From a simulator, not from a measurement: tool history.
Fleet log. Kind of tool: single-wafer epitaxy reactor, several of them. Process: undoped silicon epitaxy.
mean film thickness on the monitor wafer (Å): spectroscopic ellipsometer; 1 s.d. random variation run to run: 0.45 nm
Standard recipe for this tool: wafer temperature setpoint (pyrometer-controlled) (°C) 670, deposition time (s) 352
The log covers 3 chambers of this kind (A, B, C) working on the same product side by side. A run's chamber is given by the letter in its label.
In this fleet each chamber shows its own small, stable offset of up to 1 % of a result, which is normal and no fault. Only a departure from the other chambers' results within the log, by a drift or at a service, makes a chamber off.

run	hour	wafer temperature setpoint (pyrometer-controlled) (°C)	deposition time (s)	hours since the last pyrometer calibration	read-back reference wafer on the same gauge, thickness_nm	mean film thickness on the monitor wafer (Å)
1C	4.4	670	352	233.3	101.98	913.99
2B	12.2	670	352	686.1	101.93	908.19
3A	17.7	670	352	1366.6	101.99	900.57
4B	22.6	670	352	696.5	102.1	903.2
5C	28.7	670	352	257.6	102.07	913.1
6A	35.6	670	352	1384.5	102.02	905.32
7A	43.7	670	352	1392.6	101.97	909.5
8C	51.2	670	352	280.1	102.15	917.93
9B	56.8	670	352	730.7	101.91	905.91
10A	63.6	670	352	1412.5	102.06	911.39
11C	67.4	670	352	296.3	102	914.37
12B	74.6	670	352	748.5	101.91	904.86
13B	81.5	662	304	755.4	101.98	658.53
14C	89.9	662	304	318.8	102.15	668.54
15A	96	662	304	1444.9	101.98	665.88
16A	103.4	670	352	1452.3	102.07	908.64
17C	111.8	670	352	340.7	101.95	918.77
18B	120.3	670	352	794.2	102	904.54
19C	125.5	670	352	354.4	102.08	915.48
20B	130.9	670	352	804.8	101.88	899.13
21A	137.3	670	352	1486.2	102.04	905.46
22B	141.8	660	352	815.7	102.05	733.38
23C	149.3	660	352	378.2	101.98	746.2
24A	156.8	660	352	1505.7	102.17	742.54
25A	162.8	670	352	1511.7	101.98	905.92
26B	169.8	670	352	843.7	101.94	907.51
27C	177.6	670	352	406.5	102.06	909.62
28C	181.3	670	352	410.2	102.02	907.65
29B	187.9	670	352	861.8	101.94	898.88
30A	194.2	670	352	1543.1	101.97	900.5
31B	199.9	670	352	873.8	102.02	898.39
32A	207.2	670	352	1556.1	102.01	901.75
33C	212.7	670	375	441.6	101.93	964.62
34A	220.1	670	375	1569	102.02	967.44

Predict what each chamber gives when all 3 of them run the settings below next.
35A	226.2	670	391			?
35B	226.2	670	391			?
35C	226.2	670	391			?

run	mean film thickness on the monitor wafer (Å)
35A	1005.4
35B	1008.4
35C	1009.7

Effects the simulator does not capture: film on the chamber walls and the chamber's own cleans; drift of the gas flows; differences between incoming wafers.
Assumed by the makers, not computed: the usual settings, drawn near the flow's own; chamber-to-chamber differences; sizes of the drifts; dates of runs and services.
